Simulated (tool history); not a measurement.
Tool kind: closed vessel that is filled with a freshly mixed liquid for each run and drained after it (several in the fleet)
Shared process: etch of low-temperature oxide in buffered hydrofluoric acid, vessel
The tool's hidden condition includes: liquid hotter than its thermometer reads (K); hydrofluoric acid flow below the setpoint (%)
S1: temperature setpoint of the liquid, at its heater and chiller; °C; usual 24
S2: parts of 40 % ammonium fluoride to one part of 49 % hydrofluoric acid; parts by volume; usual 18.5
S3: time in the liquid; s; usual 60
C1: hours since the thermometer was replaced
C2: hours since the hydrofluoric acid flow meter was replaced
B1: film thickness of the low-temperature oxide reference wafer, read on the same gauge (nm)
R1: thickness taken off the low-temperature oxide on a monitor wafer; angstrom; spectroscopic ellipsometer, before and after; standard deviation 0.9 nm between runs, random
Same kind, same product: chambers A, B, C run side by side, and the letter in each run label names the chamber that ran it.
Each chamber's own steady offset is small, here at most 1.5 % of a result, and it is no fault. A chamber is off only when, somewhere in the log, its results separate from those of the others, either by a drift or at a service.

{"run": "1A", "hour": 4.2, "S1": 24, "S2": 18.5, "S3": 60, "C1": 347.1, "C2": 452.6, "B1": 29.981, "R1": 916.2}
{"run": "2B", "hour": 7.3, "S1": 24, "S2": 18.5, "S3": 60, "C1": 360.5, "C2": 1276.8, "B1": 29.977, "R1": 914.29}
{"run": "3C", "hour": 11.2, "S1": 24, "S2": 18.5, "S3": 60, "C1": 270.3, "C2": 458, "B1": 29.989, "R1": 939.76}
{"run": "4A", "hour": 15.4, "S1": 24, "S2": 18.5, "S3": 60, "C1": 358.3, "C2": 463.8, "B1": 29.976, "R1": 927.08}
{"run": "5B", "hour": 19.0, "S1": 24, "S2": 24.5, "S3": 60, "C1": 372.2, "C2": 1288.5, "B1": 29.983, "R1": 729.74}
{"run": "6C", "hour": 23.5, "S1": 24, "S2": 24.5, "S3": 60, "C1": 282.6, "C2": 470.3, "B1": 29.981, "R1": 743.68}
{"run": "7C", "hour": 29.0, "S1": 24, "S2": 24.5, "S3": 60, "C1": 288.1, "C2": 475.8, "B1": 30.009, "R1": 746.88}
{"run": "8B", "hour": 31.8, "S1": 24, "S2": 18.5, "S3": 60, "C1": 385, "C2": 1301.3, "B1": 29.992, "R1": 900.51}
{"run": "9A", "hour": 36.3, "S1": 27.5, "S2": 18.5, "S3": 85, "C1": 379.2, "C2": 484.7, "B1": 30, "R1": 1594.4}
{"run": "10B", "hour": 41.4, "S1": 27.5, "S2": 18.5, "S3": 85, "C1": 394.6, "C2": 1310.9, "B1": 30.028, "R1": 1571.5}
{"run": "11A", "hour": 44.4, "S1": 27.5, "S2": 18.5, "S3": 85, "C1": 387.3, "C2": 492.8, "B1": 30.01, "R1": 1570.3}
{"run": "12C", "hour": 47.7, "S1": 24, "S2": 18.5, "S3": 60, "C1": 306.8, "C2": 494.5, "B1": 30.005, "R1": 923.25}
{"run": "13C", "hour": 50.3, "S1": 24, "S2": 18.5, "S3": 60, "C1": 309.4, "C2": 497.1, "B1": 30.012, "R1": 917.86}
{"run": "14A", "hour": 55.1, "S1": 24, "S2": 18.5, "S3": 60, "C1": 398, "C2": 503.5, "B1": 29.997, "R1": 934.74}
{"run": "15B", "hour": 57.6, "S1": 28.5, "S2": 18.5, "S3": 60, "C1": 410.8, "C2": 1327.1, "B1": 29.995, "R1": 1196.1}
{"run": "16B", "hour": 61.2, "S1": 28.5, "S2": 18.5, "S3": 60, "C1": 414.4, "C2": 1330.7, "B1": 29.981, "R1": 1216.6}
{"run": "17C", "hour": 65.4, "S1": 28.5, "S2": 18.5, "S3": 60, "C1": 324.5, "C2": 512.2, "B1": 30.001, "R1": 1166.1}
{"run": "18A", "hour": 70.3, "S1": 24, "S2": 18.5, "S3": 60, "C1": 413.2, "C2": 518.7, "B1": 29.993, "R1": 919.34}
{"run": "19C", "hour": 74.3, "S1": 24, "S2": 18.5, "S3": 60, "C1": 333.4, "C2": 521.1, "B1": 30.002, "R1": 931.79}
{"run": "20A", "hour": 80.0, "S1": 24, "S2": 18.5, "S3": 60, "C1": 422.9, "C2": 528.4, "B1": 30.009, "R1": 909.43}
{"run": "21B", "hour": 83.6, "S1": 24, "S2": 18.5, "S3": 60, "C1": 436.8, "C2": 1353.1, "B1": 30, "R1": 991.26}
{"run": "22A", "hour": 86.2, "S1": 24, "S2": 18.5, "S3": 60, "C1": 429.1, "C2": 534.6, "B1": 29.976, "R1": 934.51}

All 3 chambers run these settings next. Forecast each chamber's results:
{"run": "23A", "hour": 90.2, "S1": 24, "S2": 18.5, "S3": 35, "R1": "?"}
{"run": "23B", "hour": 90.2, "S1": 24, "S2": 18.5, "S3": 35, "R1": "?"}
{"run": "23C", "hour": 90.2, "S1": 24, "S2": 18.5, "S3": 35, "R1": "?"}

run=23A R1=551.71
run=23B R1=587.22
run=23C R1=541.12
